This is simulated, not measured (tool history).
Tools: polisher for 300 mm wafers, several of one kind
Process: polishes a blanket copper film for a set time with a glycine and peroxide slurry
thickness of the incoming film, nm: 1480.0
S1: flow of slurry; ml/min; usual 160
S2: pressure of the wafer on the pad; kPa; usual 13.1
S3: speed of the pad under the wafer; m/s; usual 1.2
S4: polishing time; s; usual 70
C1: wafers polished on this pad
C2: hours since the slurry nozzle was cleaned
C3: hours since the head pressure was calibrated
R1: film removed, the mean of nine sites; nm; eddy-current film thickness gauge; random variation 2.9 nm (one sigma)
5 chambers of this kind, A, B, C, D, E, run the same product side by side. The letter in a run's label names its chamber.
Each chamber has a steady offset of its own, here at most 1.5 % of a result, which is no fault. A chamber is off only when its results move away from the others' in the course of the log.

run 1D hour=6.6 | S1=160 S2=13.1 S3=1.2 S4=70 | C1=738 C2=201.1 C3=202 | R1=285.5
run 2A hour=15.7 | S1=160 S2=13.1 S3=1.2 S4=70 | C1=176 C2=174.5 C3=582.1 | R1=284.95
run 3B hour=23.4 | S1=160 S2=13.1 S3=1.2 S4=70 | C1=223 C2=75.4 C3=690.8 | R1=282.42
run 4E hour=30.3 | S1=160 S2=13.1 S3=1.2 S4=70 | C1=978 C2=388 C3=181.2 | R1=279.44
run 5C hour=37.9 | S1=160 S2=13.1 S3=1.2 S4=70 | C1=416 C2=217.1 C3=288.5 | R1=277.24
run 6A hour=48.9 | S1=160 S2=13.1 S3=1.2 S4=70 | C1=415 C2=207.7 C3=615.3 | R1=288.48
run 7E hour=64 | S1=160 S2=13.1 S3=1.2 S4=70 | C1=1221 C2=421.7 C3=214.9 | R1=280.49
-- hour=67.8 chamber D: worn pad replaced by a new one
run 8C hour=72.3 | S1=160 S2=13.1 S3=1.2 S4=70 | C1=664 C2=251.5 C3=322.9 | R1=290.9
-- hour=79.4 chamber C: worn pad replaced by a new one
run 9B hour=82.8 | S1=160 S2=13.1 S3=1.2 S4=70 | C1=652 C2=134.8 C3=750.2 | R1=284.98
run 10D hour=98.1 | S1=160 S2=13.1 S3=1.2 S4=70 | C1=219 C2=292.6 C3=293.5 | R1=282.52
-- hour=101.1 chamber A: worn pad replaced by a new one
run 11E hour=109.8 | S1=160 S2=13.1 S3=1.2 S4=70 | C1=1551 C2=467.5 C3=260.7 | R1=279.47
-- hour=121.2 chamber E: worn pad replaced by a new one
run 12D hour=122.9 | S1=160 S2=13.1 S3=1.2 S4=70 | C1=398 C2=317.4 C3=318.3 | R1=285.18
-- hour=133.7 chamber B: worn pad replaced by a new one
run 13B hour=135.5 | S1=160 S2=13.1 S3=1.2 S4=70 | C1=13 C2=187.5 C3=802.9 | R1=292.92
run 14A hour=149.9 | S1=160 S2=13.1 S3=1.2 S4=70 | C1=352 C2=308.7 C3=716.3 | R1=288.04
run 15C hour=158.4 | S1=160 S2=13.1 S3=1.2 S4=70 | C1=570 C2=337.6 C3=409 | R1=284.37
run 16E hour=171.7 | S1=160 S2=13.1 S3=1.2 S4=70 | C1=364 C2=529.4 C3=322.6 | R1=284.6
-- hour=183.4 chamber C: worn pad replaced by a new one
run 17A hour=183.6 | S1=160 S2=13.1 S3=1.2 S4=70 | C1=595 C2=342.4 C3=750 | R1=283.05
run 18C hour=197.2 | S1=200 S2=15.9 S3=1.2 S4=70 | C1=99 C2=376.4 C3=447.8 | R1=344.58
-- hour=203.3 chamber A: worn pad replaced by a new one
run 19D hour=208.6 | S1=200 S2=15.9 S3=1.2 S4=70 | C1=1016 C2=403.1 C3=404 | R1=335.74
run 20B hour=222 | S1=200 S2=15.9 S3=1.2 S4=70 | C1=637 C2=274 C3=889.4 | R1=350.02
-- hour=235.8 chamber D: worn pad replaced by a new one
run 21D hour=237.1 | S1=200 S2=15.9 S3=1.2 S4=70 | C1=9 C2=431.6 C3=432.5 | R1=341.7
-- hour=242 chamber C: slurry nozzle cleaned
run 22B hour=251.8 | S1=200 S2=15.9 S3=1.2 S4=70 | C1=852 C2=303.8 C3=919.2 | R1=345.54
run 23E hour=262 | S1=160 S2=13.1 S3=1.2 S4=70 | C1=1015 C2=619.7 C3=412.9 | R1=280.62
run 24C hour=269.6 | S1=160 S2=13.1 S3=1.2 S4=70 | C1=622 C2=27.6 C3=520.2 | R1=282.15
run 25A hour=278.2 | S1=130 S2=13.1 S3=1.2 S4=70 | C1=540 C2=437 C3=844.6 | R1=278.52
-- hour=279.5 chamber B: worn pad replaced by a new one
-- hour=283.9 chamber C: worn pad replaced by a new one
run 26D hour=285.7 | S1=130 S2=13.1 S3=1.2 S4=70 | C1=360 C2=480.2 C3=481.1 | R1=273.01
run 27B hour=296.8 | S1=130 S2=13.1 S3=1.2 S4=70 | C1=125 C2=348.8 C3=964.2 | R1=276.26
-- hour=307.1 chamber A: slurry nozzle cleaned
run 28A hour=310.2 | S1=130 S2=13.1 S3=1.2 S4=70 | C1=771 C2=3.2 C3=876.6 | R1=271.21
-- hour=311.5 chamber A: worn pad replaced by a new one
run 29C hour=321.4 | S1=130 S2=13.1 S3=1.2 S4=70 | C1=270 C2=79.4 C3=572 | R1=278.29
run 30E hour=333 | S1=160 S2=13.1 S3=1.2 S4=70 | C1=1528 C2=690.7 C3=483.9 | R1=280.96
-- hour=342.4 chamber E: worn pad replaced by a new one
-- hour=343.8 chamber E: slurry nozzle cleaned
run 31C hour=347.2 | S1=160 S2=17.2 S3=1.48 S4=70 | C1=456 C2=105.2 C3=597.8 | R1=430.79
run 32B hour=360.7 | S1=160 S2=17.2 S3=1.48 S4=70 | C1=586 C2=412.7 C3=1028.1 | R1=421.11
run 33D hour=375.3 | S1=160 S2=17.2 S3=1.48 S4=70 | C1=1006 C2=569.8 C3=570.7 | R1=424.38
-- hour=388.4 chamber C: worn pad replaced by a new one
run 34E hour=389.2 | S1=160 S2=17.2 S3=1.48 S4=70 | C1=337 C2=45.4 C3=540.1 | R1=418.71
run 35A hour=404.5 | S1=160 S2=17.2 S3=1.48 S4=70 | C1=671 C2=97.5 C3=970.9 | R1=426.2
run 36D hour=411.8 | S1=160 S2=13.1 S3=1.2 S4=70 | C1=1269 C2=606.3 C3=607.2 | R1=279.43
run 37E hour=418.6 | S1=160 S2=13.1 S3=1.2 S4=70 | C1=550 C2=74.8 C3=569.5 | R1=283.28
-- hour=420 chamber C: head pressure recalibrated
run 38C hour=432.7 | S1=160 S2=13.1 S3=1.2 S4=70 | C1=320 C2=190.7 C3=12.8 | R1=283.08

All 5 chambers run these settings next. Forecast each chamber's results:
run 39A hour=443.7 | S1=160 S2=10.3 S3=1.2 S4=70 | R1=?
run 39B hour=443.7 | S1=160 S2=10.3 S3=1.2 S4=70 | R1=?
run 39C hour=443.7 | S1=160 S2=10.3 S3=1.2 S4=70 | R1=?
run 39D hour=443.7 | S1=160 S2=10.3 S3=1.2 S4=70 | R1=?
run 39E hour=443.7 | S1=160 S2=10.3 S3=1.2 S4=70 | R1=?

run=39A R1=238.07
run=39B R1=237
run=39C R1=234.89
run=39D R1=234.75
run=39E R1=229.09

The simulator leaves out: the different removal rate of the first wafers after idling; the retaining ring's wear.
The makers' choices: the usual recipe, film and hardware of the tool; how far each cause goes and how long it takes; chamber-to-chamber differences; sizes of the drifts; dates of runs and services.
